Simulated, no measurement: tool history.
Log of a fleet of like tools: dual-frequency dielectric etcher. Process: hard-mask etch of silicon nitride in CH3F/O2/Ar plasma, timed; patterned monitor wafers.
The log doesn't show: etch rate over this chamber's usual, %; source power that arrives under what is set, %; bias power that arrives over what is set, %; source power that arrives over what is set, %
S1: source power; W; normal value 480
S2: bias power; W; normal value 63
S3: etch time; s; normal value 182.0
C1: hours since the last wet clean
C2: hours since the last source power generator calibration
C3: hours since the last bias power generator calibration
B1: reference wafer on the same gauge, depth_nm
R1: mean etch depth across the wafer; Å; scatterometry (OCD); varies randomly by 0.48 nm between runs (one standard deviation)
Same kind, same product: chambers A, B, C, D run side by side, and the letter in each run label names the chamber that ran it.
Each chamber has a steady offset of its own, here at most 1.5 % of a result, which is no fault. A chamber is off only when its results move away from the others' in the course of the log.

| run | hour | S1 | S2 | S3 | C1 | C2 | C3 | B1 | R1 |
|---|---|---|---|---|---|---|---|---|---|
| 1B | 6.7 | 480 | 63 | 182.0 | 480.0 | 341.3 | 3916.7 | 115.96 | 1298.6 |
| 2D | 20.6 | 480 | 63 | 182.0 | 485.0 | 88.3 | 1527.9 | 116.00 | 1305.3 |
| 3A | 31.0 | 480 | 63 | 182.0 | 85.1 | 693.7 | 1950.7 | 115.96 | 1313.6 |
| 4C | 42.5 | 480 | 63 | 182.0 | 304.3 | 1984.6 | 2037.3 | 115.95 | 1326.1 |
| 5C | 49.8 | 480 | 63 | 182.0 | 311.6 | 1991.9 | 2044.6 | 115.98 | 1332.8 |
| 6B | 56.8 | 480 | 63 | 182.0 | 530.1 | 391.4 | 3966.8 | 116.02 | 1297.7 |
| 7A | 64.6 | 480 | 63 | 182.0 | 118.7 | 727.3 | 1984.3 | 116.04 | 1309.9 |
| 8D | 72.7 | 480 | 63 | 182.0 | 537.1 | 140.4 | 1580.0 | 115.88 | 1297.5 |
| 9C | 79.2 | 480 | 51 | 220.5 | 341.0 | 2021.3 | 2074.0 | 116.02 | 1493.9 |
| 10B | 89.9 | 480 | 51 | 220.5 | 563.2 | 424.5 | 3999.9 | 115.96 | 1478.7 |
| 11A | 98.6 | 480 | 51 | 220.5 | 152.7 | 761.3 | 2018.3 | 116.05 | 1489.2 |
| 12D | 105.9 | 480 | 51 | 220.5 | 570.3 | 173.6 | 1613.2 | 116.07 | 1475.4 |
|  | 111.0 | chamber B: wet clean of the chamber |
|  | 112.5 | chamber D: wet clean of the chamber |
| 13A | 114.7 | 480 | 63 | 182.0 | 168.8 | 777.4 | 2034.4 | 116.02 | 1302.7 |
| 14D | 124.6 | 480 | 63 | 182.0 | 12.1 | 192.3 | 1631.9 | 115.87 | 1362.2 |
| 15B | 135.0 | 480 | 63 | 182.0 | 24.0 | 469.6 | 4045.0 | 115.94 | 1297.0 |
| 16C | 141.2 | 480 | 63 | 182.0 | 403.0 | 2083.3 | 2136.0 | 116.04 | 1325.4 |
| 17B | 152.9 | 480 | 75 | 219.0 | 41.9 | 487.5 | 4062.9 | 115.93 | 1665.5 |
| 18A | 163.3 | 480 | 75 | 219.0 | 217.4 | 826.0 | 2083.0 | 116.02 | 1661.8 |
|  | 167.6 | chamber C: wet clean of the chamber |
| 19C | 175.5 | 480 | 75 | 219.0 | 7.9 | 2117.6 | 2170.3 | 116.06 | 1699.6 |
| 20D | 185.8 | 480 | 75 | 219.0 | 73.3 | 253.5 | 1693.1 | 116.02 | 1733.8 |
| 21D | 195.8 | 480 | 63 | 182.0 | 83.3 | 263.5 | 1703.1 | 115.96 | 1352.2 |
| 22B | 204.3 | 480 | 63 | 182.0 | 93.3 | 538.9 | 4114.3 | 115.96 | 1302.6 |
|  | 209.6 | chamber B: bias power generator calibrated |
| 23C | 217.4 | 480 | 63 | 182.0 | 49.8 | 2159.5 | 2212.2 | 115.98 | 1329.5 |
| 24A | 224.6 | 480 | 63 | 182.0 | 278.7 | 887.3 | 2144.3 | 115.94 | 1306.6 |
| 25B | 231.7 | 480 | 63 | 182.0 | 120.7 | 566.3 | 22.2 | 115.95 | 1305.6 |
| 26C | 239.4 | 480 | 63 | 182.0 | 71.8 | 2181.5 | 2234.2 | 116.00 | 1330.7 |
| 27D | 245.9 | 480 | 52 | 201.0 | 133.4 | 313.6 | 1753.2 | 115.87 | 1407.1 |
| 28A | 258.5 | 480 | 52 | 201.0 | 312.6 | 921.2 | 2178.2 | 115.94 | 1363.5 |
| 29C | 269.7 | 480 | 52 | 201.0 | 102.1 | 2211.8 | 2264.5 | 115.94 | 1375.2 |
| 30B | 281.5 | 480 | 52 | 201.0 | 170.5 | 616.1 | 72.0 | 115.91 | 1356.4 |
| 31A | 291.6 | 480 | 63 | 182.0 | 345.7 | 954.3 | 2211.3 | 116.04 | 1314.4 |
| 32D | 300.5 | 480 | 63 | 182.0 | 188.0 | 368.2 | 1807.8 | 116.00 | 1358.1 |
| 33D | 313.5 | 420 | 63 | 207.0 | 201.0 | 381.2 | 1820.8 | 116.05 | 1464.2 |
| 34A | 322.1 | 420 | 63 | 207.0 | 376.2 | 984.8 | 2241.8 | 116.04 | 1419.0 |
| 35B | 332.0 | 420 | 63 | 207.0 | 221.0 | 666.6 | 122.5 | 116.09 | 1407.6 |

Decide between three cases: one chamber stands off from its peers, the gauge reading all wafers drifts, or nothing is wrong past each chamber's small offset. Where a chamber is off, say which and what most likely put it there.

After it was serviced, chamber D no longer matches the other chambers.
Most likely cause: etch rate over this chamber's usual, % = 4.47.

Chamber D could run next with any of the 4 candidate recipes listed below; each alters the usual settings, and their results appear as question marks. Which one brings its results back in line with what the other chambers deliver on the usual settings?
In line means no further than this from the other chambers' mean on the usual settings: R1 17.0 Å
| 36D-1 | 342.2 | 470 | 62 | 172.5 |  |  |  |  | ? |
| 36D-2 | 342.2 | 490 | 64 | 192.5 |  |  |  |  | ? |
| 36D-3 | 342.2 | 500 | 66 | 182.0 |  |  |  |  | ? |
| 36D-4 | 342.2 | 480 | 63 | 176.5 |  |  |  |  | ? |

Usual-settings mean across the other chambers: R1 1313.3 Å
| run | R1 |
|---|---|
| 36D-1 | 1271.7 |
| 36D-2 | 1457.6 |
| 36D-3 | 1403.2 |
| 36D-4 | 1318.9 |
36D-4 is the one that brings the chamber's results back in line with the other chambers.
